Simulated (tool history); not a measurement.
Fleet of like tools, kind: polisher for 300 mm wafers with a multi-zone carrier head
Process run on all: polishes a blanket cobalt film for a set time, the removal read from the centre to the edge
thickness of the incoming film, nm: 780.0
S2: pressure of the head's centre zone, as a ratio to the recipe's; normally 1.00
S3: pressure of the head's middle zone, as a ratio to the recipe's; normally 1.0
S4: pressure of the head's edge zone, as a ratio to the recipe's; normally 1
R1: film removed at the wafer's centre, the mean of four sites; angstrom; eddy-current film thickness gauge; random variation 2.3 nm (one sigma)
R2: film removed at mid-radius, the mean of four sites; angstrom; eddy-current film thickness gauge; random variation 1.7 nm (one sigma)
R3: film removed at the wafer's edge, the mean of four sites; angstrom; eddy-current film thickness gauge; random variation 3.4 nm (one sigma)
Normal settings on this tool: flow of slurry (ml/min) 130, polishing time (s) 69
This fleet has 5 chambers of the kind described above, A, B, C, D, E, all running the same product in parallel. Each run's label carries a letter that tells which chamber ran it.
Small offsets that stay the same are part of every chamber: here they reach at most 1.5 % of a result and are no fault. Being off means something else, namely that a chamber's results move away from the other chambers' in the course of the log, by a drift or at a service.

At hour 1.3: chamber C: worn pad replaced by a new one.
Run 1A, hour 4.2: usual settings. Result: R1 2467.5 angstrom, R2 2481.3 angstrom, R3 2513.2 angstrom.
Run 2E, hour 8.8: usual settings. Result: R1 2523.4 angstrom, R2 2502.9 angstrom, R3 2531.9 angstrom.
Run 3C, hour 14.7: usual settings. Result: R1 2486.4 angstrom, R2 2488.4 angstrom, R3 2503.5 angstrom.
Run 4D, hour 17.8: usual settings. Result: R1 2475.7 angstrom, R2 2493.6 angstrom, R3 2474.7 angstrom.
Run 5B, hour 21.1: usual settings. Result: R1 2489.6 angstrom, R2 2478.7 angstrom, R3 2445.9 angstrom.
Run 6B, hour 27.4: usual settings. Result: R1 2530.2 angstrom, R2 2470.3 angstrom, R3 2529.9 angstrom.
Run 7D, hour 31.4: usual settings. Result: R1 2488.9 angstrom, R2 2496.2 angstrom, R3 2468.1 angstrom.
Run 8E, hour 34.7: usual settings. Result: R1 2503.2 angstrom, R2 2496.3 angstrom, R3 2546.8 angstrom.
Run 9C, hour 40.4: usual settings. Result: R1 2467.1 angstrom, R2 2479.5 angstrom, R3 2492.3 angstrom.
Run 10A, hour 43.7: usual settings. Result: R1 2514.6 angstrom, R2 2488.2 angstrom, R3 2512.6 angstrom.
At hour 45.5: chamber A: worn pad replaced by a new one.
Run 11A, hour 48.2: usual settings. Result: R1 2497.5 angstrom, R2 2485.2 angstrom, R3 2513.5 angstrom.
Run 12B, hour 51.6: usual settings. Result: R1 2505.6 angstrom, R2 2457.8 angstrom, R3 2425.0 angstrom.
At hour 52.3: chamber B: worn pad replaced by a new one.
At hour 54.2: chamber D: worn pad replaced by a new one.
Run 13E, hour 55.8: usual settings. Result: R1 2466.8 angstrom, R2 2517.5 angstrom, R3 2557.6 angstrom.
Run 14D, hour 60.6: usual settings. Result: R1 2553.8 angstrom, R2 2501.0 angstrom, R3 2548.9 angstrom.
Run 15C, hour 65.6: usual settings but S2 0.96, S3 0.9. Result: R1 2366.0 angstrom, R2 2259.7 angstrom, R3 2448.8 angstrom.
Run 16B, hour 71.9: usual settings but S2 0.96, S3 0.9. Result: R1 2353.9 angstrom, R2 2245.3 angstrom, R3 2513.7 angstrom.
Run 17E, hour 77.4: usual settings but S2 0.96, S3 0.9. Result: R1 2333.2 angstrom, R2 2265.6 angstrom, R3 2549.8 angstrom.
At hour 78.6: chamber E: worn pad replaced by a new one.
Run 18C, hour 82.7: usual settings but S2 0.96, S3 0.9. Result: R1 2362.7 angstrom, R2 2247.6 angstrom, R3 2547.3 angstrom.
Run 19A, hour 86.6: usual settings but S2 0.96, S3 0.9. Result: R1 2382.7 angstrom, R2 2254.2 angstrom, R3 2454.8 angstrom.
Run 20D, hour 90.8: usual settings. Result: R1 2454.7 angstrom, R2 2487.3 angstrom, R3 2502.2 angstrom.
At hour 91.1: chamber C: worn pad replaced by a new one.
Run 21E, hour 94.4: usual settings. Result: R1 2492.9 angstrom, R2 2479.9 angstrom, R3 2502.9 angstrom.
At hour 97.0: chamber A: edge zone pressure recalibrated.
Run 22D, hour 98.4: usual settings. Result: R1 2481.0 angstrom, R2 2500.9 angstrom, R3 2504.2 angstrom.
Run 23C, hour 101.6: usual settings but polishing time (s) 86. Result: R1 3015.0 angstrom, R2 3101.0 angstrom, R3 3113.4 angstrom.
Run 24B, hour 104.6: usual settings but polishing time (s) 86. Result: R1 3098.5 angstrom, R2 3089.6 angstrom, R3 3088.8 angstrom.
Run 25A, hour 109.4: usual settings but polishing time (s) 86. Result: R1 3029.1 angstrom, R2 3010.3 angstrom, R3 3123.6 angstrom.
At hour 111.4: chamber E: slurry nozzle cleaned.
Run 26D, hour 113.1: usual settings but polishing time (s) 86. Result: R1 3047.7 angstrom, R2 3121.4 angstrom, R3 3097.9 angstrom.
Run 27E, hour 118.7: usual settings but polishing time (s) 86. Result: R1 3097.0 angstrom, R2 3139.4 angstrom, R3 3147.0 angstrom.
At hour 118.9: chamber A: worn pad replaced by a new one.
Run 28C, hour 123.4: usual settings. Result: R1 2499.8 angstrom, R2 2475.2 angstrom, R3 2509.0 angstrom.
At hour 123.5: chamber D: worn pad replaced by a new one.
Run 29A, hour 127.6: usual settings. Result: R1 2438.2 angstrom, R2 2410.3 angstrom, R3 2501.5 angstrom.
Run 30B, hour 133.4: usual settings. Result: R1 2471.4 angstrom, R2 2499.6 angstrom, R3 2516.8 angstrom.
Run 31E, hour 138.7: usual settings. Result: R1 2472.1 angstrom, R2 2515.4 angstrom, R3 2513.6 angstrom.
Run 32C, hour 142.2: usual settings. Result: R1 2490.4 angstrom, R2 2497.4 angstrom, R3 2475.4 angstrom.
Run 33B, hour 146.8: usual settings. Result: R1 2476.6 angstrom, R2 2483.3 angstrom, R3 2493.2 angstrom.
At hour 151.0: chamber B: worn pad replaced by a new one.
Run 34A, hour 152.7: usual settings. Result: R1 2392.0 angstrom, R2 2379.6 angstrom, R3 2420.5 angstrom.
Run 35D, hour 156.2: usual settings. Result: R1 2479.6 angstrom, R2 2519.1 angstrom, R3 2484.3 angstrom.
Run 36C, hour 161.9: usual settings. Result: R1 2463.8 angstrom, R2 2474.1 angstrom, R3 2514.4 angstrom.
Run 37E, hour 165.1: usual settings. Result: R1 2528.1 angstrom, R2 2515.0 angstrom, R3 2464.2 angstrom.
Run 38A, hour 169.9: usual settings. Result: R1 2311.1 angstrom, R2 2342.6 angstrom, R3 2462.7 angstrom.
Run 39D, hour 173.0: usual settings. Result: R1 2464.3 angstrom, R2 2501.8 angstrom, R3 2487.0 angstrom.
At hour 175.3: chamber A: worn pad replaced by a new one.
At hour 177.4: chamber E: worn pad replaced by a new one.
Run 40B, hour 177.4: usual settings. Result: R1 2531.2 angstrom, R2 2483.2 angstrom, R3 2548.7 angstrom.
Run 41D, hour 182.6: usual settings. Result: R1 2508.7 angstrom, R2 2504.3 angstrom, R3 2443.2 angstrom.
Run 42A, hour 185.9: usual settings. Result: R1 2310.6 angstrom, R2 2327.5 angstrom, R3 2352.1 angstrom.
Run 43E, hour 191.0: usual settings. Result: R1 2479.1 angstrom, R2 2549.6 angstrom, R3 2494.6 angstrom.

All chambers now run identical settings, listed one chamber a line with results as question marks. What results will each chamber show?
Run 44A, hour 195.6: usual settings. Result: R1 ?, R2 ?, R3 ?.
Run 44B, hour 195.6: usual settings. Result: R1 ?, R2 ?, R3 ?.
Run 44C, hour 195.6: usual settings. Result: R1 ?, R2 ?, R3 ?.
Run 44D, hour 195.6: usual settings. Result: R1 ?, R2 ?, R3 ?.
Run 44E, hour 195.6: usual settings. Result: R1 ?, R2 ?, R3 ?.

run      R1      R2      R3
44A  2248.5  2308.3  2297.2
44B  2478.5  2519.4  2503.6
44C  2512.5  2505.4  2530.1
44D  2485.7  2474.9  2465.7
44E  2504.5  2495.5  2514.9
